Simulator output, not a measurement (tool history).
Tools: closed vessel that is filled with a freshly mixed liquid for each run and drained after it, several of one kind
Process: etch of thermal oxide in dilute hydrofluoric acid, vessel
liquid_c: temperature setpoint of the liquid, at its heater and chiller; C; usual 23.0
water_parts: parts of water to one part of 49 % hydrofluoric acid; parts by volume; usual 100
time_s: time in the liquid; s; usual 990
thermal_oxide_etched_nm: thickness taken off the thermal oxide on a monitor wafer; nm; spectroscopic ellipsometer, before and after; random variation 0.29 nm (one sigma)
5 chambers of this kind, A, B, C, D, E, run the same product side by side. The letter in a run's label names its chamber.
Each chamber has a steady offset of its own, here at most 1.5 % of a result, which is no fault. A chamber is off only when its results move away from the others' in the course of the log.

run	hour	liquid_c	water_parts	time_s	hours since the thermometer was replaced	hours since the hydrofluoric acid flow meter was replaced	read-back film thickness of the thermal oxide reference wafer, read on the same gauge (nm)	thermal_oxide_etched_nm
# hour 0.3: chamber C: hydrofluoric acid flow meter replaced
1A	14.4	23.0	100	990	1035.3	1092.2	99.986	45.545
2E	29.1	23.0	100	990	1608.6	403.3	99.977	44.614
3B	36.4	23.0	100	990	885.4	709.3	100.030	45.250
4C	46.4	23.0	100	990	953.1	46.1	100.010	45.114
5D	56.4	28.0	130	990	883.1	922.3	100.020	40.056
6A	69.2	28.0	130	990	1090.1	1147.0	100.000	40.882
7C	84.1	28.0	130	990	990.8	83.8	100.020	40.899
8B	91.0	28.0	130	990	940.0	763.9	99.993	40.163
9E	104.7	28.0	130	990	1684.2	478.9	99.982	40.141
10D	119.4	25.0	130	990	946.1	985.3	100.000	35.617
11A	130.8	25.0	130	990	1151.7	1208.6	100.020	36.635
12D	139.6	25.0	130	990	966.3	1005.5	99.996	35.550
13C	149.7	25.0	130	990	1056.4	149.4	100.000	36.238
14B	159.4	25.0	130	990	1008.4	832.3	99.984	35.360
15E	166.0	23.0	100	990	1745.5	540.2	100.000	44.110
16A	179.8	23.0	100	990	1200.7	1257.6	99.991	45.357
17E	188.0	23.0	100	990	1767.5	562.2	99.994	44.363
18C	200.7	23.0	100	990	1107.4	200.4	100.010	44.908
19D	207.6	20.5	65	990	1034.3	1073.5	100.010	64.608
20B	214.9	20.5	65	990	1063.9	887.8	99.992	64.033
21D	225.0	20.5	65	990	1051.7	1090.9	100.000	65.203
# hour 231.1: chamber E: hydrofluoric acid flow meter replaced
22C	234.8	20.5	65	990	1141.5	234.5	99.982	64.714
23E	241.6	20.5	65	990	1821.1	10.6	99.985	65.348
24B	249.2	23.0	100	990	1098.2	922.1	99.996	44.118
25A	259.8	23.0	100	990	1280.7	1337.6	100.020	45.873
# hour 268.4: chamber D: thermometer replaced
26D	270.6	23.0	100	990	2.2	1136.5	100.010	44.681
27E	285.2	23.0	100	1315	1864.7	54.2	100.030	59.132
28B	299.3	23.0	100	1315	1148.3	972.2	100.010	56.648
29A	308.7	23.0	100	1315	1329.6	1386.5	99.979	60.303
30C	318.2	23.0	100	1315	1224.9	317.9	100.000	60.211
31B	324.9	23.0	100	1315	1173.9	997.8	100.010	56.516
32C	334.1	19.5	100	595	1240.8	333.8	100.020	23.352

Next, every chamber runs the same settings. What will each give?
33A	344.9	23.0	100	990				?
33B	344.9	23.0	100	990				?
33C	344.9	23.0	100	990				?
33D	344.9	23.0	100	990				?
33E	344.9	23.0	100	990				?

run	thermal_oxide_etched_nm
33A	45.216
33B	42.872
33C	44.862
33D	44.598
33E	44.648
